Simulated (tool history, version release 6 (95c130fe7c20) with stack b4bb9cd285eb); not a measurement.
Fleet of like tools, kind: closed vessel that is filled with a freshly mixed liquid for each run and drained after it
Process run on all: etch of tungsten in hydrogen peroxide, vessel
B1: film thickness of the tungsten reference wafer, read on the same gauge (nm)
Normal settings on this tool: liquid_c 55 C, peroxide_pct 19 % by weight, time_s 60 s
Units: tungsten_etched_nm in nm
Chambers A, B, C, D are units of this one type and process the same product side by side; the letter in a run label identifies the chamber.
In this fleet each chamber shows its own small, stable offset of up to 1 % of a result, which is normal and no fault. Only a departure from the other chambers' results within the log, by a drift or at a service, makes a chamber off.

run 1B day=0.304 | liquid_c=55 peroxide_pct=19 time_s=60 | B1=150 | tungsten_etched_nm=115.23
run 2C day=0.596 | liquid_c=55 peroxide_pct=19 time_s=60 | B1=150.01 | tungsten_etched_nm=113.39
run 3A day=0.925 | liquid_c=55 peroxide_pct=19 time_s=60 | B1=149.99 | tungsten_etched_nm=113.57
run 4D day=1.208 | liquid_c=55 peroxide_pct=19 time_s=60 | B1=150.03 | tungsten_etched_nm=114.75
run 5C day=1.429 | liquid_c=55 peroxide_pct=19 time_s=60 | B1=149.97 | tungsten_etched_nm=114.34
run 6D day=1.65 | liquid_c=55 peroxide_pct=19 time_s=60 | B1=150.01 | tungsten_etched_nm=113.45
run 7B day=1.983 | liquid_c=55 peroxide_pct=19 time_s=60 | B1=149.98 | tungsten_etched_nm=115.3
run 8A day=2.292 | liquid_c=55 peroxide_pct=19 time_s=60 | B1=149.94 | tungsten_etched_nm=113.37
run 9B day=2.554 | liquid_c=55 peroxide_pct=19 time_s=60 | B1=149.97 | tungsten_etched_nm=115.16
run 10A day=2.85 | liquid_c=55 peroxide_pct=19 time_s=60 | B1=149.98 | tungsten_etched_nm=114.26
run 11C day=3.038 | liquid_c=55 peroxide_pct=19 time_s=60 | B1=149.95 | tungsten_etched_nm=111.82
run 12D day=3.221 | liquid_c=55 peroxide_pct=19 time_s=60 | B1=150 | tungsten_etched_nm=115.24
run 13C day=3.525 | liquid_c=55 peroxide_pct=19 time_s=60 | B1=149.99 | tungsten_etched_nm=110.72
run 14B day=3.825 | liquid_c=55 peroxide_pct=19 time_s=60 | B1=150.02 | tungsten_etched_nm=115.7
run 15A day=4.05 | liquid_c=55 peroxide_pct=19 time_s=60 | B1=149.99 | tungsten_etched_nm=113.96
run 16D day=4.362 | liquid_c=55 peroxide_pct=19 time_s=60 | B1=150.01 | tungsten_etched_nm=114.47
run 17A day=4.7 | liquid_c=55 peroxide_pct=19 time_s=60 | B1=149.98 | tungsten_etched_nm=113.44
run 18D day=5.054 | liquid_c=55 peroxide_pct=19 time_s=60 | B1=150 | tungsten_etched_nm=115.57
run 19C day=5.371 | liquid_c=55 peroxide_pct=19 time_s=60 | B1=150.02 | tungsten_etched_nm=107.9
-- day=5.383 chamber C: peroxide flow meter replaced
run 20B day=5.562 | liquid_c=62.5 peroxide_pct=19 time_s=60 | B1=149.98 | tungsten_etched_nm=177.74
run 21A day=5.804 | liquid_c=62.5 peroxide_pct=19 time_s=60 | B1=150.02 | tungsten_etched_nm=175.35
run 22C day=6.121 | liquid_c=62.5 peroxide_pct=19 time_s=60 | B1=150.03 | tungsten_etched_nm=166.29
run 23D day=6.475 | liquid_c=62.5 peroxide_pct=19 time_s=60 | B1=149.99 | tungsten_etched_nm=176.6
run 24B day=6.696 | liquid_c=55 peroxide_pct=19 time_s=60 | B1=149.99 | tungsten_etched_nm=113.97

Has any chamber moved away from the others, gradually or after a service, or does the common gauge drift, or do the chambers differ only by their own small steady offsets? State the chamber and the most likely cause if one applies.

It is chamber C that slowly wanders off from its peers.
Cause: liquid colder than its thermometer reads (K) = 1.25.

Chamber C could run next with any of the 4 candidate recipes listed below; each alters the usual settings, and their results appear as question marks. Which one brings its results back in line with what the other chambers deliver on the usual settings?
Maximum distance from the other chambers' mean on the usual settings for a result to count as in line: tungsten_etched_nm 2 nm
run 25C-1 day=6.95 | liquid_c=55 peroxide_pct=16.5 time_s=60 | tungsten_etched_nm=?
run 25C-2 day=6.95 | liquid_c=55 peroxide_pct=19 time_s=65 | tungsten_etched_nm=?
run 25C-3 day=6.95 | liquid_c=57.5 peroxide_pct=19 time_s=60 | tungsten_etched_nm=?
run 25C-4 day=6.95 | liquid_c=54 peroxide_pct=19 time_s=55 | tungsten_etched_nm=?

Average result of the remaining chambers running the usual settings: tungsten_etched_nm 114.6 nm
run=25C-1 tungsten_etched_nm=99.354
run=25C-2 tungsten_etched_nm=115.46
run=25C-3 tungsten_etched_nm=123.53
run=25C-4 tungsten_etched_nm=92.017
With 25C-2, the chamber falls back in line with the rest.
